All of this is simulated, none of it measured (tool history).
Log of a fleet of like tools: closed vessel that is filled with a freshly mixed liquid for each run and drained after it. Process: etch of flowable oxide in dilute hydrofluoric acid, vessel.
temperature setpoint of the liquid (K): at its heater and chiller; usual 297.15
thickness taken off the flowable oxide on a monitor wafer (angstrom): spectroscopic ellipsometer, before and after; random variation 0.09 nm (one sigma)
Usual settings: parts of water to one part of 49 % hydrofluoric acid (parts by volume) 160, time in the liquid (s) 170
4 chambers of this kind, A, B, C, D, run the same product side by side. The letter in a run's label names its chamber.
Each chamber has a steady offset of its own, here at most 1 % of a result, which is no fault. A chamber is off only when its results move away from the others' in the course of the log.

run   hour  temperature setpoint of the liquid (K)  parts of water to one part of 49 % hydrofluoric acid (parts by volume)  time in the liquid (s)  hours since the thermometer was replaced  hours since the hydrofluoric acid flow meter was replaced  read-back film thickness of the flowable oxide reference wafer, read on the same gauge (nm)  thickness taken off the flowable oxide on a monitor wafer (angstrom)
 1A   11.8                                  297.15                                                                     160                     170                                     734.1                                                      778.4                                                                                       69.980                                                                214.85
 2C   22.6                                  297.15                                                                     160                     170                                     450.8                                                     1779.9                                                                                       69.973                                                                216.59
 3D   31.3                                  297.15                                                                     160                     170                                    1426.3                                                     1256.4                                                                                       69.994                                                                215.37
 4B   41.7                                  297.15                                                                     160                     170                                     379.0                                                      783.1                                                                                       69.976                                                                216.93
 5D   58.1                                  297.15                                                                     160                     170                                    1453.1                                                     1283.2                                                                                       69.965                                                                216.50
 6C   74.4                                  297.15                                                                     185                     120                                     502.6                                                     1831.7                                                                                       70.008                                                                128.58
 7A   82.0                                  297.15                                                                     185                     120                                     804.3                                                      848.6                                                                                       69.971                                                                127.78
 8B   98.0                                  297.15                                                                     185                     120                                     435.3                                                      839.4                                                                                       69.982                                                                127.92
 9A  109.7                                  297.15                                                                     185                     120                                     832.0                                                      876.3                                                                                       70.009                                                                128.30
10D  121.7                                  297.15                                                                     160                     170                                    1516.7                                                     1346.8                                                                                       69.982                                                                215.55
11B  137.9                                  297.15                                                                     160                     170                                     475.2                                                      879.3                                                                                       69.968                                                                217.01
12C  146.3                                  297.15                                                                     160                     170                                     574.5                                                     1903.6                                                                                       69.962                                                                215.61
13A  160.8                                  297.15                                                                     160                     170                                     883.1                                                      927.4                                                                                       69.996                                                                214.76
14C  171.1                                  293.65                                                                     160                     170                                     599.3                                                     1928.4                                                                                       70.038                                                                189.08
15B  179.6                                  293.65                                                                     160                     170                                     516.9                                                      921.0                                                                                       70.042                                                                188.25
16D  193.6                                  293.65                                                                     160                     170                                    1588.6                                                     1418.7                                                                                       69.980                                                                188.07
17B  201.1                                  293.65                                                                     160                     170                                     538.4                                                      942.5                                                                                       70.016                                                                188.26
18A  215.6                                  297.15                                                                     160                     170                                     937.9                                                      982.2                                                                                       70.050                                                                215.16
     221.0  -- chamber C: thermometer replaced
19D  230.2                                  297.15                                                                     160                     170                                    1625.2                                                     1455.3                                                                                       70.004                                                                217.08
20C  237.9                                  297.15                                                                     160                     170                                      17.0                                                     1995.2                                                                                       70.002                                                                215.91
     242.4  -- chamber D: hydrofluoric acid flow meter replaced
21B  245.3                                  297.15                                                                     160                     170                                     582.6                                                      986.7                                                                                       70.017                                                                216.88
22D  253.1                                  297.15                                                                     160                     250                                    1648.1                                                       10.7                                                                                       70.047                                                                318.82
23C  260.3                                  297.15                                                                     160                     250                                      39.4                                                     2017.6                                                                                       69.985                                                                318.89
24A  269.4                                  297.15                                                                     160                     250                                     991.7                                                     1036.0                                                                                       70.025                                                                309.15
25D  282.3                                  297.15                                                                     160                     250                                    1677.3                                                       39.9                                                                                       70.047                                                                317.90
26B  296.4                                  297.15                                                                     160                     170                                     633.7                                                     1037.8                                                                                       70.057                                                                216.90
27C  309.1                                  297.15                                                                     160                     170                                      88.2                                                     2066.4                                                                                       70.027                                                                214.31
28A  321.7                                  297.15                                                                     160                     170                                    1044.0                                                     1088.3                                                                                       70.034                                                                209.42
29A  333.6                                  297.15                                                                     160                     170                                    1055.9                                                     1100.2                                                                                       70.017                                                                208.53

All 4 chambers run these settings next. Forecast each chamber's results:
30A  345.5                                  297.15                                                                     105                     170                                                                                                                                                                                                                                                                       ?
30B  345.5                                  297.15                                                                     105                     170                                                                                                                                                                                                                                                                       ?
30C  345.5                                  297.15                                                                     105                     170                                                                                                                                                                                                                                                                       ?
30D  345.5                                  297.15                                                                     105                     170                                                                                                                                                                                                                                                                       ?

run  thickness taken off the flowable oxide on a monitor wafer (angstrom)
30A                                                                344.21
30B                                                                351.10
30C                                                                346.36
30D                                                                352.41
